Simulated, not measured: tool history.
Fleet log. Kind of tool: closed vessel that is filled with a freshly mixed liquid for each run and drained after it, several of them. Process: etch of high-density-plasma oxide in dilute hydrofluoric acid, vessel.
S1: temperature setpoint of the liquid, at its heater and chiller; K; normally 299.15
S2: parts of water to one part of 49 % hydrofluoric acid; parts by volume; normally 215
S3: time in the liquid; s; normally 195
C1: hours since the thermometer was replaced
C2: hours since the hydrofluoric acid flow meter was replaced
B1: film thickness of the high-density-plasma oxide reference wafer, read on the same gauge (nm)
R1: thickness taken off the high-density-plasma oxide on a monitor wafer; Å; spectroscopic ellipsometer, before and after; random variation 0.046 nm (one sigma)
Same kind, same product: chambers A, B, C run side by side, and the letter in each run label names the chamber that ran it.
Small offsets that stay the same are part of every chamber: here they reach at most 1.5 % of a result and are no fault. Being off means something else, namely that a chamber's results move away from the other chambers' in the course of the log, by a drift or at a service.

| run | hour | S1 | S2 | S3 | C1 | C2 | B1 | R1 |
|---|---|---|---|---|---|---|---|---|
| 1B | 9.9 | 299.15 | 215 | 195 | 1906.1 | 604.6 | 40.02 | 49.408 |
| 2A | 20.3 | 299.15 | 215 | 195 | 165.5 | 403.9 | 39.964 | 49.312 |
|  | 22.6 | chamber B: thermometer replaced |
| 3C | 26.8 | 299.15 | 215 | 195 | 166.2 | 245.1 | 39.998 | 49.486 |
| 4C | 32.6 | 299.15 | 215 | 195 | 172 | 250.9 | 39.978 | 49.965 |
| 5B | 39.5 | 299.15 | 215 | 195 | 17 | 634.2 | 40.005 | 49.32 |
| 6A | 48 | 299.15 | 215 | 195 | 193.2 | 431.6 | 40.001 | 48.617 |
| 7C | 55.4 | 299.15 | 215 | 195 | 194.8 | 273.7 | 39.984 | 50.079 |
| 8B | 64.9 | 296.15 | 215 | 195 | 42.4 | 659.6 | 39.99 | 42.887 |
| 9A | 71.4 | 296.15 | 215 | 195 | 216.6 | 455 | 39.993 | 43.36 |
| 10A | 77.7 | 296.15 | 215 | 195 | 222.9 | 461.3 | 39.977 | 42.881 |
| 11C | 83.7 | 295.15 | 215 | 195 | 223.1 | 302 | 40.017 | 42.626 |
| 12B | 88.5 | 295.15 | 215 | 195 | 66 | 683.2 | 39.992 | 41.203 |
|  | 92 | chamber A: hydrofluoric acid flow meter replaced |
| 13B | 96.7 | 295.15 | 215 | 195 | 74.2 | 691.4 | 39.957 | 41.213 |
| 14C | 102.6 | 299.15 | 215 | 195 | 242 | 320.9 | 40.007 | 49.324 |
| 15A | 110.6 | 299.15 | 215 | 195 | 255.8 | 18.6 | 40.005 | 49.238 |
| 16B | 121.3 | 299.15 | 215 | 195 | 98.8 | 716 | 40.01 | 45.385 |
| 17A | 129.4 | 299.15 | 215 | 195 | 274.6 | 37.4 | 40.035 | 49.174 |
| 18C | 139.9 | 299.15 | 215 | 195 | 279.3 | 358.2 | 39.981 | 49.573 |
| 19C | 147.1 | 299.15 | 215 | 195 | 286.5 | 365.4 | 40.008 | 49.349 |
| 20A | 153.7 | 295.65 | 135 | 195 | 298.9 | 61.7 | 39.976 | 72.986 |
| 21B | 159.7 | 295.65 | 135 | 195 | 137.2 | 754.4 | 39.974 | 68.298 |
| 22C | 168.3 | 295.65 | 135 | 195 | 307.7 | 386.6 | 40.037 | 75.512 |
| 23B | 176.1 | 299.15 | 215 | 195 | 153.6 | 770.8 | 39.988 | 44.928 |
| 24A | 180.9 | 299.15 | 215 | 195 | 326.1 | 88.9 | 40.02 | 50.324 |

All chambers now run identical settings, listed one chamber a line with results as question marks. What results will each chamber show?
| 25A | 188.7 | 299.15 | 155 | 195 |  |  |  | ? |
| 25B | 188.7 | 299.15 | 155 | 195 |  |  |  | ? |
| 25C | 188.7 | 299.15 | 155 | 195 |  |  |  | ? |

| run | R1 |
|---|---|
| 25A | 72.117 |
| 25B | 65.316 |
| 25C | 73.849 |
